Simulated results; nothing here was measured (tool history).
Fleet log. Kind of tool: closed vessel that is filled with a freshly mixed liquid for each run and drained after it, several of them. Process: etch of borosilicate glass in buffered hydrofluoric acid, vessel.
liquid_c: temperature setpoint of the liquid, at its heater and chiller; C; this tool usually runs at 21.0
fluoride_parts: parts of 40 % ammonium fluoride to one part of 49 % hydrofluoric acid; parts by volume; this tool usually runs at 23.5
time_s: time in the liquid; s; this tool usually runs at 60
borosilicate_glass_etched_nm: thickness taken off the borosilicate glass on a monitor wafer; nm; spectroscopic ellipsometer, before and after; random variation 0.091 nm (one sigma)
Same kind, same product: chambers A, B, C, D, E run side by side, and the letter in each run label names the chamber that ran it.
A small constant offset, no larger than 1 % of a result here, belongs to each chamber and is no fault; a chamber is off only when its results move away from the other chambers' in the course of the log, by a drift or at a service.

run   hour  liquid_c  fluoride_parts  time_s  read-back film thickness of the borosilicate glass reference wafer, read on the same gauge (nm)  borosilicate_glass_etched_nm
 1A    3.4      21.0            23.5      60                                                                                           39.984                        28.416
 2E    7.0      21.0            23.5      60                                                                                           40.050                        28.785
 3C    9.6      21.0            23.5      60                                                                                           40.035                        28.824
 4D   12.2      21.0            23.5      60                                                                                           39.988                        28.567
 5B   15.7      21.0            23.5      60                                                                                           40.052                        28.460
 6C   18.8      21.0            23.5      60                                                                                           39.973                        28.871
 7A   21.0      17.5            23.5      60                                                                                           39.998                        23.510
 8B   25.8      17.5            23.5      60                                                                                           40.040                        23.351
 9E   28.2      17.5            23.5      60                                                                                           39.922                        23.790
10D   31.6      17.5            23.5      60                                                                                           39.992                        23.327
11B   36.6      17.5            23.5      60                                                                                           40.004                        23.440
12E   40.3      23.5            23.5      60                                                                                           40.004                        33.048
13C   44.2      23.5            23.5      60                                                                                           40.035                        33.007
14D   47.9      23.5            23.5      60                                                                                           39.959                        32.659
15A   50.8      23.5            23.5      60                                                                                           40.069                        32.552
16A   54.5      23.5            23.5      60                                                                                           39.993                        32.635
17C   57.7      21.0            23.5      60                                                                                           40.014                        28.822
18B   60.1      21.0            23.5      60                                                                                           40.001                        28.206
19D   65.0      21.0            23.5      60                                                                                           39.991                        28.308
20E   70.0      21.0            23.5      60                                                                                           39.999                        28.670
      70.1  -- chamber B: hydrofluoric acid flow meter replaced
21A   74.0      21.0            23.5      60                                                                                           40.020                        28.407
22B   76.3      18.0            23.5      90                                                                                           40.006                        35.617
      76.8  -- chamber C: thermometer replaced
23C   80.2      18.0            23.5      90                                                                                           40.053                        36.429
24D   84.0      18.0            23.5      90                                                                                           39.989                        36.066
25E   86.7      18.0            23.5      90                                                                                           40.011                        36.482
26C   91.2      18.0            23.5      90                                                                                           39.978                        36.699
27B   93.4      21.0            23.5      60                                                                                           39.939                        28.007
28D   96.5      19.0            23.5      30                                                                                           40.003                        12.754
29A   98.9      19.0            23.5      30                                                                                           39.933                        12.706
30E  102.3      19.0            23.5      30                                                                                           40.005                        12.869
31C  104.8      19.0            23.5      30                                                                                           40.009                        12.898
32D  108.5      19.0            23.5      30                                                                                           40.031                        12.721
33B  112.7      21.0            23.5      60                                                                                           39.979                        27.748
34E  117.4      21.0            23.5      60                                                                                           40.023                        28.648
35A  120.1      21.0            23.5      60                                                                                           39.986                        28.586
36B  124.1      21.0            23.5      60                                                                                           40.040                        27.792
37A  127.0      21.0            23.5      60                                                                                           40.007                        28.571

Is one chamber off against the others, does the gauge drift, or is nothing wrong? If a chamber is off, say which, and what the likeliest cause is.

It is chamber B that slowly wanders off from its peers.
Most likely cause: liquid colder than its thermometer reads (K) = 0.485.

Chamber B could run next with any of the 4 candidate recipes listed below; each alters the usual settings, and their results appear as question marks. Which one brings its results back in line with what the other chambers deliver on the usual settings?
Allowed miss from the other chambers' usual-settings mean, per result, to count as in line: borosilicate_glass_etched_nm 0.320 nm
38B-1  130.6      22.0            23.5      60                                                                                                                              ?
38B-2  130.6      21.0            25.5      60                                                                                                                              ?
38B-3  130.6      21.5            23.5      60                                                                                                                              ?
38B-4  130.6      21.0            24.5      60                                                                                                                              ?

Other chambers, usual settings, mean: borosilicate_glass_etched_nm 28.626 nm
  run  borosilicate_glass_etched_nm
38B-1                        29.309
38B-2                        26.162
38B-3                        28.501
38B-4                        26.911
Change 38B-3 lands the chamber within the allowed miss of the other chambers.
